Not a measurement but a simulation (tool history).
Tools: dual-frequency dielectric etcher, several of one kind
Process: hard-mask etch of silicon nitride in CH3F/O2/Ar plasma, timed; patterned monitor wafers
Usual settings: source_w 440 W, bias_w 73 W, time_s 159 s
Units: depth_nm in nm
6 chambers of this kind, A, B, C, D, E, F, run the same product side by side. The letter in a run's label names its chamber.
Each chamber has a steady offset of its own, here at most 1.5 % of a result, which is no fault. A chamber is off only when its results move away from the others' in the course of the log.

run   hour  source_w  bias_w  time_s  hours since the last wet clean  hours since the last source power generator calibration  hours since the last bias power generator calibration  read-back reference wafer on the same gauge, depth_nm  depth_nm
 1D    2.9       440      73     159                           366.7                                                   1394.1                                                 1324.0                                                 112.97    116.76
 2C    6.4       440      73     159                           243.2                                                   2346.2                                                 4531.6                                                 112.97    115.55
 3E    9.5       440      73     159                            15.1                                                    640.9                                                 1613.3                                                 113.08    116.22
 4B   12.7       440      73     159                            44.3                                                    345.1                                                   56.6                                                 112.97    116.04
 5A   17.4       440      73     159                           332.8                                                   1907.4                                                  159.1                                                 112.90    115.07
 6F   21.3       440      73     159                           154.0                                                    167.4                                                 1860.4                                                 112.91    116.88
 7B   24.3       440      73     159                            55.9                                                    356.7                                                   68.2                                                 112.97    115.32
 8A   26.9       440      73     159                           342.3                                                   1916.9                                                  168.6                                                 113.09    114.57
 9E   32.7       440      73     159                            38.3                                                    664.1                                                 1636.5                                                 113.07    116.90
10C   37.3       440      86     159                           274.1                                                   2377.1                                                 4562.5                                                 112.99    122.54
11D   42.8       440      86     159                           406.6                                                   1434.0                                                 1363.9                                                 112.95    122.33
12F   48.3       440      86     159                           181.0                                                    194.4                                                 1887.4                                                 113.03    123.96
13E   53.1       440      86     159                            58.7                                                    684.5                                                 1656.9                                                 112.98    123.15
14A   58.0       440      86     159                           373.4                                                   1948.0                                                  199.7                                                 112.97    121.20
15D   62.6       440      86     159                           426.4                                                   1453.8                                                 1383.7                                                 113.05    121.82
16B   65.7       440      73     159                            97.3                                                    398.1                                                  109.6                                                 113.01    115.64
17C   68.8       440      73     159                           305.6                                                   2408.6                                                 4594.0                                                 112.92    116.28
18F   72.2       440      73     159                           204.9                                                    218.3                                                 1911.3                                                 112.94    116.58
19F   76.8       440      73     159                           209.5                                                    222.9                                                 1915.9                                                 113.04    116.76
20C   80.2       440      73     159                           317.0                                                   2420.0                                                 4605.4                                                 112.99    116.14
21D   83.8       440      73     159                           447.6                                                   1475.0                                                 1404.9                                                 113.03    115.12
22B   88.6       440      73     159                           120.2                                                    421.0                                                  132.5                                                 113.07    116.20
23A   92.8       440      73     159                           408.2                                                   1982.8                                                  234.5                                                 113.05    114.82
24E   96.6       440      73     159                           102.2                                                    728.0                                                 1700.4                                                 112.98    117.36
25F   99.2       440      73     159                           231.9                                                    245.3                                                 1938.3                                                 112.87    117.23
26E  103.0       440      73     159                           108.6                                                    734.4                                                 1706.8                                                 113.04    116.54
27B  107.0       440      73     159                           138.6                                                    439.4                                                  150.9                                                 112.95    116.17
28C  110.6       440      73     159                           347.4                                                   2450.4                                                 4635.8                                                 113.06    115.34
29D  113.6       440      73     159                           477.4                                                   1504.8                                                 1434.7                                                 113.00    114.08
     116.7  -- chamber A: wet clean of the chamber
30A  117.7       440      73     159                             1.0                                                   2007.7                                                  259.4                                                 112.98    113.74
31A  122.0       440      73     159                             5.3                                                   2012.0                                                  263.7                                                 113.00    114.48
32E  124.5       440      73     159                           130.1                                                    755.9                                                 1728.3                                                 113.01    116.67
33F  128.6       440      73     159                           261.3                                                    274.7                                                 1967.7                                                 113.00    116.70
34D  132.5       440      73     159                           496.3                                                   1523.7                                                 1453.6                                                 113.01    113.29
35B  138.2       440      73     159                           169.8                                                    470.6                                                  182.1                                                 113.01    115.95
36C  143.7       380      87     159                           380.5                                                   2483.5                                                 4668.9                                                 112.96    115.73
37E  147.8       380      87     159                           153.4                                                    779.2                                                 1751.6                                                 112.93    116.47
38B  151.7       380      87     159                           183.3                                                    484.1                                                  195.6                                                 113.03    116.68
39F  157.1       380      87     159                           289.8                                                    303.2                                                 1996.2                                                 113.02    117.71

Is one chamber off against the others, does the gauge drift, or is nothing wrong? If a chamber is off, say which, and what the likeliest cause is.

Chamber D drifts away from the others.
Cause: etch rate under this chamber's usual, % = 3.37.

Here are 4 candidates for chamber D's next run, each the usual settings with a change, their results left as question marks. Which one brings its results back in line with what the others give on the usual settings?
In line means no further than this from the other chambers' mean on the usual settings: depth_nm 1.20 nm
40D-1  161.2       440      73   154.5                                                                                                                                                                                                                ?
40D-2  161.2       380      73   159.0                                                                                                                                                                                                                ?
40D-3  161.2       440      73   164.0                                                                                                                                                                                                                ?
40D-4  161.2       450      74   166.5                                                                                                                                                                                                                ?

The other chambers' mean on the usual settings: depth_nm 115.83 nm
  run  depth_nm
40D-1    109.50
40D-2    106.69
40D-3    116.23
40D-4    119.56
40D-3 brings the chamber back in line.

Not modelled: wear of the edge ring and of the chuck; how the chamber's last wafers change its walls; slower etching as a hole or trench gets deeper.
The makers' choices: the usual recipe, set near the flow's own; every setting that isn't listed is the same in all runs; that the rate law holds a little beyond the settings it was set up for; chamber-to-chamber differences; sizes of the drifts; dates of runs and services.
